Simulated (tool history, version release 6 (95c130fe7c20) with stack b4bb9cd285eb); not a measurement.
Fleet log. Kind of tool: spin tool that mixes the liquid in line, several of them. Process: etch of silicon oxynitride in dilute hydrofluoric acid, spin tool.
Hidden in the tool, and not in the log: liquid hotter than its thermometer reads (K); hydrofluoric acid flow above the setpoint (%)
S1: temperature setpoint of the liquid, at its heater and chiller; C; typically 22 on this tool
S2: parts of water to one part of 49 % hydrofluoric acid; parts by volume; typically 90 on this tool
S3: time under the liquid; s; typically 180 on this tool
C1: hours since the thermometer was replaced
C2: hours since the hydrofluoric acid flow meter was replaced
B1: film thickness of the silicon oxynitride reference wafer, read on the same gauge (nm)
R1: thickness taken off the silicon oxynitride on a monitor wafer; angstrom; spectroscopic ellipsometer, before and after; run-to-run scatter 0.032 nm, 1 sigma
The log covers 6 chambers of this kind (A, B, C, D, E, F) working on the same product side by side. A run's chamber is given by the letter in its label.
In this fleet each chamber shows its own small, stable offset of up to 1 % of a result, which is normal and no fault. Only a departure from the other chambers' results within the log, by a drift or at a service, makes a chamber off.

run   hour    S1  S2   S3      C1      C2      B1      R1
 1A    8.2    22  90  180   732.8   411.9   49.99  37.856
 2B   18.3    22  90  180   865.8   785.5  50.008  36.723
 3F     28    22  90  180   965.7   105.5  49.948  37.582
 4D     37    22  90  180   856.1  1282.2  50.001  37.397
 5C   48.4    22  90  180  1540.1   924.3  50.015  37.053
 6E     54    22  90  180   480.8     466  49.957  37.675
      57.2  -- chamber E: thermometer replaced
 7E     63    22  90  230     5.8     475   50.03  47.791
 8B   70.4    22  90  230   917.9   837.6  49.988  47.713
 9D   80.8    22  90  230   899.9    1326  49.999  47.391
10F   93.7    22  90  230  1031.4   171.2  50.006  47.796
11A  101.7    22  90  230   826.3   505.4  50.001  47.945
12C  110.3    22  90  230    1602   986.2  50.045  46.992
13C  116.9    22  90  180  1608.6   992.8  50.036  37.606
     118.2  -- chamber B: thermometer replaced
14F  122.9    22  90  180  1060.6   200.4  50.024  37.294
15A  133.8    22  90  180   858.4   537.5  50.015  37.074
16D  143.7    22  90  180   962.8  1388.9  50.051   37.91
17B  151.9    22  90  180    33.8   919.1  49.962  36.234
18E  164.5    22  90  180   107.3   576.5  49.977  37.793
19F  176.7    22  65  255  1114.4   254.2  49.946   74.97
20D  183.9    22  65  255    1003  1429.1  50.002  76.021
21B  189.7    22  65  255    71.6   956.9  50.009  73.377
22E  202.2    22  65  255     145   614.2  49.982  75.533
     209.5  -- chamber A: thermometer replaced
23C  210.1    22  65  255  1701.8    1086  50.002  74.714
24A    216    22  65  255     6.5   619.7  49.977  73.574
25F  222.1  20.5  90  180  1159.8   299.6      50  34.976
26B  230.9  20.5  90  180   112.8   998.1  50.001  34.879
27D    240  20.5  90  180  1059.1  1485.2  49.998   36.14
28A  250.7  20.5  90  180    41.2   654.4  50.048   34.87
29C  262.7  20.5  90  180  1754.4  1138.6  49.974  34.815
30E  272.4  20.5  90  180   215.2   684.4  49.969  34.898
31F  279.1    22  90  180  1216.8   356.6  50.029  38.091
32A  285.2    22  90  180    75.7   688.9  49.976  37.075
33E  291.9    22  90  180   234.7   703.9  49.993  37.344
34B  304.3    22  90  180   186.2  1071.5  49.974  37.449
35C  311.1    22  90  180  1802.8    1187  50.008  37.433
36D  322.2    22  90  180  1141.3  1567.4  50.031   39.89
37C  333.2    22  90  180  1824.9  1209.1  50.051  37.392
38A    339    22  90  180   129.5   742.7   50.03  36.873
39E  347.3    22  90  180   290.1   759.3  50.015   37.02
40D  353.8    22  90  180  1172.9    1599      50  40.049

Is one chamber off against the others, does the gauge drift, or is nothing wrong? If a chamber is off, say which, and what the likeliest cause is.

It is chamber D that slowly wanders off from its peers.
Most likely cause: liquid hotter than its thermometer reads (K) = 1.63.
Not necessarily distinguishable in this log from: hydrofluoric acid flow above the setpoint (%).

Chamber D could run next with any of the 4 candidate recipes listed below; each alters the usual settings, and their results appear as question marks. Which one brings its results back in line with what the other chambers deliver on the usual settings?
Maximum distance from the other chambers' mean on the usual settings for a result to count as in line: R1 1.1 angstrom
41D-1  363.1  22  85  185               ?
41D-2  363.1  22  95  175               ?
41D-3  363.1  22  85  195               ?
41D-4  363.1  22  95  165               ?

The mean the other chambers reach with the usual settings: R1 37.234 angstrom
  run      R1
41D-1   44.39
41D-2  37.198
41D-3   46.79
41D-4  35.072
With 41D-2, the chamber falls back in line with the rest.
